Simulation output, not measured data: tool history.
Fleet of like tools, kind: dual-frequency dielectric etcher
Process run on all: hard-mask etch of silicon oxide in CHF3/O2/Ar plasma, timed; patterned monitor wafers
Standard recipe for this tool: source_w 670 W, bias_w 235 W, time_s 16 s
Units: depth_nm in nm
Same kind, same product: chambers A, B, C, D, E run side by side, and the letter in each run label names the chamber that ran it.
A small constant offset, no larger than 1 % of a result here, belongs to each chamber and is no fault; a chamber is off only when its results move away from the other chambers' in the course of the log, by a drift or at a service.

run	hour	source_w	bias_w	time_s	read-back reference wafer on the same gauge, depth_nm	depth_nm
1B	5.2	670	235	16	29.3	35.887
2C	9	670	235	16	29.321	35.666
3E	13.6	670	235	16	29.29	36.589
4D	20.7	670	235	16	29.308	35.928
5A	26.2	670	235	16	29.311	36.259
6E	30.6	670	235	16	29.282	36.6
7D	34.1	670	235	16	29.297	35.965
8C	40.7	670	285	14	29.317	33.812
9B	47.9	670	285	14	29.279	34.154
10A	54.2	670	285	14	29.274	33.968
11A	61.3	670	285	14	29.303	33.941
12D	66.5	670	285	14	29.306	33.977
13E	71.6	670	235	16	29.269	36.318
14C	77	830	235	11	29.302	26.897
# hour 77.2: chamber A: wet clean of the chamber
15B	82.2	830	235	11	29.265	26.891
# hour 83.3: chamber C: wet clean of the chamber
16D	88.8	830	235	11	29.288	26.799
17C	93.7	830	235	11	29.313	28.013
18E	100.9	830	235	11	29.341	27.319
19A	106.1	670	235	18	29.287	40.996
20B	112.8	670	235	18	29.348	40.364
21E	119.9	670	235	18	29.288	41.316
# hour 121.7: chamber B: wet clean of the chamber
22A	126.4	670	235	18	29.276	40.686
23B	130.8	670	235	18	29.307	40.518
24C	135	670	235	16	29.333	37.732
25D	142.1	670	235	16	29.267	35.856
26E	145.9	670	235	16	29.263	36.575
27C	150.7	670	235	16	29.264	37.516
28A	157.6	670	235	16	29.296	36.294
29D	161.1	670	235	16	29.296	35.921
30B	167.8	670	235	16	29.315	36.405
31B	172.7	670	235	16	29.289	35.62
32E	178.8	670	235	16	29.301	36.445
33D	186	670	235	16	29.256	35.925
34A	190.7	670	235	16	29.292	35.912
35C	195.6	670	235	16	29.316	37.346
36C	200.9	670	235	16	29.275	37.538
37E	206.7	670	235	16	29.309	36.294

What goes on in this fleet: one chamber off, a drifting gauge, or nothing beyond the chambers' own small offsets? Name the chamber and the cause, if any.

Chamber C has stood off from the others ever since a service on it.
Likeliest cause: etch rate over this chamber's usual, % = 4.22.

Chamber C could run next with any of the 4 candidate recipes listed below; each alters the usual settings, and their results appear as question marks. Which one brings its results back in line with what the other chambers deliver on the usual settings?
In-line tolerance around the mean of the other chambers on the usual settings: depth_nm 0.64 nm
38C-1	211.9	680	237	16.5		?
38C-2	211.9	660	235	15		?
38C-3	211.9	680	235	17		?
38C-4	211.9	600	235	16		?

Mean of the other chambers on the usual settings: depth_nm 36.215 nm
run	depth_nm
38C-1	39.229
38C-2	35.161
38C-3	40.296
38C-4	36.194
It is 38C-4 that realigns the chamber with its peers.

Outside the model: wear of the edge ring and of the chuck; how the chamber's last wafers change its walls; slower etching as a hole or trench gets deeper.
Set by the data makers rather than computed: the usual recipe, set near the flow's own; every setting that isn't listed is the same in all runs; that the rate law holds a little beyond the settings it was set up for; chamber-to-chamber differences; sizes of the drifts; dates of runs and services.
